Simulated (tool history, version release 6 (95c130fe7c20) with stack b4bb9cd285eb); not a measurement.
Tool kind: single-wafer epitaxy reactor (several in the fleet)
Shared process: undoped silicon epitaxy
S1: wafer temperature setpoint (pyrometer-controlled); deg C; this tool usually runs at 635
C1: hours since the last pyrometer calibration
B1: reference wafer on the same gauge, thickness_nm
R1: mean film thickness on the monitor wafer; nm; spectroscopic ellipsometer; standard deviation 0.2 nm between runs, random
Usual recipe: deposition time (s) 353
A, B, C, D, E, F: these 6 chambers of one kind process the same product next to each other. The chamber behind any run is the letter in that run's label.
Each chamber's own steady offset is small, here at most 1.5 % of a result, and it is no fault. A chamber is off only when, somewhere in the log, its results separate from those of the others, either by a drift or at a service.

{"run": "1E", "hour": 7.5, "S1": 635, "deposition time (s)": 353, "C1": 588.3, "B1": 35.286, "R1": 42.235}
{"run": "2F", "hour": 20.2, "S1": 635, "deposition time (s)": 353, "C1": 700.5, "B1": 35.334, "R1": 42.222}
{"run": "3D", "hour": 27.9, "S1": 635, "deposition time (s)": 353, "C1": 2478.5, "B1": 35.335, "R1": 42.871}
{"run": "4C", "hour": 36.0, "S1": 635, "deposition time (s)": 353, "C1": 1086, "B1": 35.261, "R1": 42.904}
{"run": "5B", "hour": 43.0, "S1": 635, "deposition time (s)": 353, "C1": 545.9, "B1": 35.342, "R1": 43.107}
{"run": "6A", "hour": 55.7, "S1": 635, "deposition time (s)": 353, "C1": 668.8, "B1": 35.258, "R1": 42.435}
{"run": "7C", "hour": 63.6, "S1": 635, "deposition time (s)": 353, "C1": 1113.6, "B1": 35.267, "R1": 43.267}
{"run": "8B", "hour": 76.0, "S1": 635, "deposition time (s)": 353, "C1": 578.9, "B1": 35.312, "R1": 43.032}
{"run": "9F", "hour": 89.4, "S1": 635, "deposition time (s)": 353, "C1": 769.7, "B1": 35.326, "R1": 42.21}
{"hour": 91.1, "done": "chamber D: pyrometer calibrated"}
{"run": "10D", "hour": 103.1, "S1": 635, "deposition time (s)": 353, "C1": 12.1, "B1": 35.294, "R1": 42.457}
{"run": "11A", "hour": 109.7, "S1": 635, "deposition time (s)": 353, "C1": 722.8, "B1": 35.285, "R1": 42.211}
{"run": "12E", "hour": 119.4, "S1": 635, "deposition time (s)": 353, "C1": 700.2, "B1": 35.277, "R1": 42.725}
{"run": "13A", "hour": 126.8, "S1": 635, "deposition time (s)": 353, "C1": 739.9, "B1": 35.264, "R1": 42.254}
{"run": "14E", "hour": 137.0, "S1": 635, "deposition time (s)": 353, "C1": 717.8, "B1": 35.26, "R1": 42.281}
{"run": "15B", "hour": 148.2, "S1": 635, "deposition time (s)": 353, "C1": 651.1, "B1": 35.285, "R1": 42.795}
{"run": "16C", "hour": 159.8, "S1": 635, "deposition time (s)": 353, "C1": 1209.8, "B1": 35.298, "R1": 42.536}
{"run": "17D", "hour": 169.8, "S1": 635, "deposition time (s)": 353, "C1": 78.8, "B1": 35.277, "R1": 42.477}
{"run": "18F", "hour": 181.2, "S1": 625, "deposition time (s)": 374, "C1": 861.5, "B1": 35.338, "R1": 35.641}
{"run": "19D", "hour": 189.8, "S1": 625, "deposition time (s)": 374, "C1": 98.8, "B1": 35.254, "R1": 35.794}
{"run": "20F", "hour": 198.7, "S1": 625, "deposition time (s)": 374, "C1": 879, "B1": 35.293, "R1": 35.767}
{"run": "21C", "hour": 207.3, "S1": 625, "deposition time (s)": 374, "C1": 1257.3, "B1": 35.291, "R1": 36.078}
{"hour": 214.5, "done": "chamber E: pyrometer calibrated"}
{"run": "22E", "hour": 214.8, "S1": 625, "deposition time (s)": 374, "C1": 0.3, "B1": 35.334, "R1": 33.656}
{"run": "23A", "hour": 224.1, "S1": 625, "deposition time (s)": 374, "C1": 837.2, "B1": 35.334, "R1": 35.903}
{"run": "24B", "hour": 232.9, "S1": 635, "deposition time (s)": 353, "C1": 735.8, "B1": 35.295, "R1": 42.733}
{"run": "25D", "hour": 244.1, "S1": 635, "deposition time (s)": 353, "C1": 153.1, "B1": 35.251, "R1": 42.602}
{"run": "26A", "hour": 252.9, "S1": 635, "deposition time (s)": 403, "C1": 866, "B1": 35.319, "R1": 47.944}
{"run": "27B", "hour": 262.6, "S1": 635, "deposition time (s)": 403, "C1": 765.5, "B1": 35.297, "R1": 48.996}
{"run": "28F", "hour": 271.6, "S1": 635, "deposition time (s)": 403, "C1": 951.9, "B1": 35.275, "R1": 48.282}
{"run": "29E", "hour": 280.6, "S1": 635, "deposition time (s)": 403, "C1": 66.1, "B1": 35.317, "R1": 45.909}
{"run": "30C", "hour": 291.6, "S1": 635, "deposition time (s)": 403, "C1": 1341.6, "B1": 35.311, "R1": 48.968}
{"run": "31F", "hour": 302.0, "S1": 635, "deposition time (s)": 403, "C1": 982.3, "B1": 35.31, "R1": 48.436}
{"run": "32A", "hour": 309.5, "S1": 635, "deposition time (s)": 353, "C1": 922.6, "B1": 35.275, "R1": 42.561}
{"run": "33D", "hour": 315.9, "S1": 635, "deposition time (s)": 353, "C1": 224.9, "B1": 35.333, "R1": 42.935}
{"run": "34B", "hour": 322.4, "S1": 635, "deposition time (s)": 353, "C1": 825.3, "B1": 35.303, "R1": 42.758}
{"run": "35C", "hour": 328.9, "S1": 635, "deposition time (s)": 353, "C1": 1378.9, "B1": 35.326, "R1": 42.959}
{"run": "36E", "hour": 340.5, "S1": 635, "deposition time (s)": 353, "C1": 126, "B1": 35.312, "R1": 40.381}
{"run": "37F", "hour": 349.6, "S1": 635, "deposition time (s)": 353, "C1": 1029.9, "B1": 35.337, "R1": 42.542}

All 6 chambers run these settings next. Forecast each chamber's results:
{"run": "38A", "hour": 359.7, "S1": 635, "deposition time (s)": 353, "R1": "?"}
{"run": "38B", "hour": 359.7, "S1": 635, "deposition time (s)": 353, "R1": "?"}
{"run": "38C", "hour": 359.7, "S1": 635, "deposition time (s)": 353, "R1": "?"}
{"run": "38D", "hour": 359.7, "S1": 635, "deposition time (s)": 353, "R1": "?"}
{"run": "38E", "hour": 359.7, "S1": 635, "deposition time (s)": 353, "R1": "?"}
{"run": "38F", "hour": 359.7, "S1": 635, "deposition time (s)": 353, "R1": "?"}

run=38A R1=42.283
run=38B R1=42.837
run=38C R1=43.086
run=38D R1=42.617
run=38E R1=40.497
run=38F R1=42.944
